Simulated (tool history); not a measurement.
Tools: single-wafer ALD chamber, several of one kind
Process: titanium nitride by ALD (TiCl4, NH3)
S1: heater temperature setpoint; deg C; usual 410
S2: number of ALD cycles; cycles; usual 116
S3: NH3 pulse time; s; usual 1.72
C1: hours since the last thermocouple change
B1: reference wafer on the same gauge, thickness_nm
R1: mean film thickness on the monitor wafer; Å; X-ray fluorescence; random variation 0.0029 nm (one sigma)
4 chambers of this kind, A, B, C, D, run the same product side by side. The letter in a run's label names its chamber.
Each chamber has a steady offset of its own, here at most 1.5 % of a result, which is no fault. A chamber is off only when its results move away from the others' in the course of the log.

{"run": "1A", "day": 0.312, "S1": 410, "S2": 116, "S3": 1.72, "C1": 2024.2, "B1": 2.0599, "R1": 25.655}
{"run": "2C", "day": 0.592, "S1": 410, "S2": 116, "S3": 1.72, "C1": 732.4, "B1": 2.0597, "R1": 25.215}
{"run": "3D", "day": 0.817, "S1": 410, "S2": 116, "S3": 1.72, "C1": 342.4, "B1": 2.0592, "R1": 25.505}
{"run": "4B", "day": 1.104, "S1": 410, "S2": 116, "S3": 1.72, "C1": 1451.3, "B1": 2.0595, "R1": 25.505}
{"run": "5D", "day": 1.558, "S1": 410, "S2": 116, "S3": 1.72, "C1": 360.2, "B1": 2.0588, "R1": 25.538}
{"run": "6A", "day": 1.792, "S1": 410, "S2": 116, "S3": 1.72, "C1": 2059.7, "B1": 2.059, "R1": 25.672}
{"run": "7C", "day": 2.242, "S1": 418, "S2": 107, "S3": 1.72, "C1": 772.0, "B1": 2.0583, "R1": 23.35}
{"run": "8B", "day": 2.692, "S1": 418, "S2": 107, "S3": 1.72, "C1": 1489.4, "B1": 2.0578, "R1": 23.611}
{"run": "9A", "day": 3.075, "S1": 418, "S2": 107, "S3": 1.72, "C1": 2090.5, "B1": 2.0577, "R1": 23.763}
{"run": "10D", "day": 3.333, "S1": 418, "S2": 107, "S3": 1.72, "C1": 402.8, "B1": 2.0569, "R1": 23.595}
{"run": "11B", "day": 3.638, "S1": 396, "S2": 116, "S3": 1.72, "C1": 1512.1, "B1": 2.0574, "R1": 25.246}
{"run": "12C", "day": 4.075, "S1": 396, "S2": 116, "S3": 1.72, "C1": 816.0, "B1": 2.0568, "R1": 25.096}
{"run": "13A", "day": 4.517, "S1": 396, "S2": 116, "S3": 1.72, "C1": 2125.1, "B1": 2.0564, "R1": 25.403}
{"run": "14B", "day": 4.75, "S1": 396, "S2": 116, "S3": 1.72, "C1": 1538.8, "B1": 2.0558, "R1": 25.219}
{"run": "15C", "day": 5.167, "S1": 410, "S2": 116, "S3": 1.72, "C1": 842.2, "B1": 2.0553, "R1": 25.164}
{"run": "16D", "day": 5.621, "S1": 410, "S2": 116, "S3": 1.72, "C1": 457.7, "B1": 2.0556, "R1": 25.481}
{"run": "17A", "day": 5.95, "S1": 410, "S2": 116, "S3": 1.72, "C1": 2159.5, "B1": 2.0547, "R1": 25.615}
{"run": "18D", "day": 6.221, "S1": 410, "S2": 116, "S3": 1.72, "C1": 472.1, "B1": 2.0545, "R1": 25.41}
{"run": "19B", "day": 6.492, "S1": 410, "S2": 116, "S3": 1.72, "C1": 1580.6, "B1": 2.055, "R1": 25.467}
{"run": "20C", "day": 6.796, "S1": 410, "S2": 116, "S3": 1.72, "C1": 881.3, "B1": 2.0549, "R1": 25.226}
{"run": "21A", "day": 7.138, "S1": 410, "S2": 116, "S3": 1.72, "C1": 2188.0, "B1": 2.0543, "R1": 25.568}
{"run": "22C", "day": 7.533, "S1": 410, "S2": 116, "S3": 1.72, "C1": 899.0, "B1": 2.0537, "R1": 25.18}
{"run": "23D", "day": 7.842, "S1": 410, "S2": 116, "S3": 1.72, "C1": 511.0, "B1": 2.0535, "R1": 25.45}
{"run": "24B", "day": 8.042, "S1": 410, "S2": 116, "S3": 1.72, "C1": 1617.8, "B1": 2.054, "R1": 25.411}
{"run": "25B", "day": 8.325, "S1": 410, "S2": 116, "S3": 1.72, "C1": 1624.6, "B1": 2.0529, "R1": 25.477}
{"run": "26C", "day": 8.604, "S1": 410, "S2": 116, "S3": 1.72, "C1": 924.7, "B1": 2.0529, "R1": 25.162}
{"run": "27A", "day": 8.821, "S1": 410, "S2": 116, "S3": 1.72, "C1": 2228.4, "B1": 2.0527, "R1": 25.608}
{"run": "28D", "day": 9.233, "S1": 410, "S2": 126, "S3": 2.31, "C1": 544.4, "B1": 2.0522, "R1": 27.903}
{"run": "29D", "day": 9.467, "S1": 410, "S2": 126, "S3": 2.31, "C1": 550.0, "B1": 2.0527, "R1": 27.856}
{"run": "30B", "day": 9.804, "S1": 410, "S2": 126, "S3": 2.31, "C1": 1660.1, "B1": 2.052, "R1": 27.88}
{"run": "31C", "day": 10.104, "S1": 410, "S2": 126, "S3": 2.31, "C1": 960.7, "B1": 2.0518, "R1": 27.594}
{"run": "32A", "day": 10.367, "S1": 410, "S2": 116, "S3": 1.72, "C1": 2265.5, "B1": 2.0511, "R1": 25.588}
{"run": "33B", "day": 10.725, "S1": 410, "S2": 116, "S3": 1.72, "C1": 1682.2, "B1": 2.051, "R1": 25.451}
{"run": "34A", "day": 10.971, "S1": 410, "S2": 116, "S3": 1.72, "C1": 2280.0, "B1": 2.051, "R1": 25.544}
{"run": "35C", "day": 11.346, "S1": 415, "S2": 116, "S3": 1.22, "C1": 990.5, "B1": 2.0509, "R1": 24.923}
{"run": "36D", "day": 11.646, "S1": 415, "S2": 116, "S3": 1.22, "C1": 602.3, "B1": 2.0498, "R1": 25.164}

What goes on in this fleet: one chamber off, a drifting gauge, or nothing beyond the chambers' own small offsets? Name the chamber and the cause, if any.

The gauge drifts, so all chambers seem to drift together. No chamber is off.
Cause: gauge reads low (%) = 0.474.
